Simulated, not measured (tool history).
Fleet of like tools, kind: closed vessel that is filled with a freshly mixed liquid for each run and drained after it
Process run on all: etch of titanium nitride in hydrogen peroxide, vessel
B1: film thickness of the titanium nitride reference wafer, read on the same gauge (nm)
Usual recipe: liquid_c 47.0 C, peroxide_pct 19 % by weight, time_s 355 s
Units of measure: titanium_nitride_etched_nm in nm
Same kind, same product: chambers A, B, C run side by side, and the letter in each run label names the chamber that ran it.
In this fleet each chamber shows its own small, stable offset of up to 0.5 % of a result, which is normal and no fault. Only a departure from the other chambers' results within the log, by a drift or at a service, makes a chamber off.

Run 1C, hour 8.8: usual settings; B1 70.005. Result: titanium_nitride_etched_nm 8.1877 nm.
Run 2B, hour 18.6: usual settings; B1 70.001. Result: titanium_nitride_etched_nm 8.1308 nm.
Run 3A, hour 26.1: usual settings; B1 69.993. Result: titanium_nitride_etched_nm 8.0711 nm.
Run 4C, hour 31.0: usual settings; B1 70.003. Result: titanium_nitride_etched_nm 8.1141 nm.
Run 5B, hour 41.4: usual settings; B1 70.002. Result: titanium_nitride_etched_nm 8.2475 nm.
Run 6A, hour 48.6: usual settings; B1 70.011. Result: titanium_nitride_etched_nm 8.1856 nm.
Run 7A, hour 54.1: usual settings; B1 69.970. Result: titanium_nitride_etched_nm 8.1251 nm.
Run 8B, hour 60.4: usual settings; B1 70.006. Result: titanium_nitride_etched_nm 8.1438 nm.
Run 9C, hour 68.7: usual settings; B1 70.007. Result: titanium_nitride_etched_nm 8.0002 nm.
Run 10A, hour 73.9: usual settings; B1 69.983. Result: titanium_nitride_etched_nm 8.2398 nm.
Run 11B, hour 78.8: usual settings; B1 70.013. Result: titanium_nitride_etched_nm 8.1363 nm.
Run 12C, hour 85.0: usual settings; B1 70.005. Result: titanium_nitride_etched_nm 7.8651 nm.
Run 13B, hour 90.2: usual settings; B1 70.006. Result: titanium_nitride_etched_nm 8.2919 nm.
Run 14C, hour 97.8: usual settings; B1 69.995. Result: titanium_nitride_etched_nm 7.8039 nm.
Run 15A, hour 102.4: usual settings; B1 70.001. Result: titanium_nitride_etched_nm 8.1225 nm.
Run 16A, hour 112.0: usual settings but time_s 500 s; B1 70.003. Result: titanium_nitride_etched_nm 11.3580 nm.
Run 17C, hour 118.4: usual settings but time_s 500 s; B1 69.993. Result: titanium_nitride_etched_nm 10.5850 nm.
Run 18B, hour 125.1: usual settings but time_s 500 s; B1 69.999. Result: titanium_nitride_etched_nm 11.4180 nm.
Run 19B, hour 131.5: usual settings but liquid_c 51.5 C, time_s 285 s; B1 70.001. Result: titanium_nitride_etched_nm 9.0643 nm.
Run 20C, hour 137.6: usual settings but liquid_c 51.5 C, time_s 285 s; B1 69.990. Result: titanium_nitride_etched_nm 8.2063 nm.

Each of the 3 chambers runs these same settings next. Fill in every chamber's results:
Run 21A, hour 145.3: usual settings but liquid_c 53.0 C. Result: titanium_nitride_etched_nm ?.
Run 21B, hour 145.3: usual settings but liquid_c 53.0 C. Result: titanium_nitride_etched_nm ?.
Run 21C, hour 145.3: usual settings but liquid_c 53.0 C. Result: titanium_nitride_etched_nm ?.

run  titanium_nitride_etched_nm
21A                     12.5660
21B                     12.4750
21C                     11.3810

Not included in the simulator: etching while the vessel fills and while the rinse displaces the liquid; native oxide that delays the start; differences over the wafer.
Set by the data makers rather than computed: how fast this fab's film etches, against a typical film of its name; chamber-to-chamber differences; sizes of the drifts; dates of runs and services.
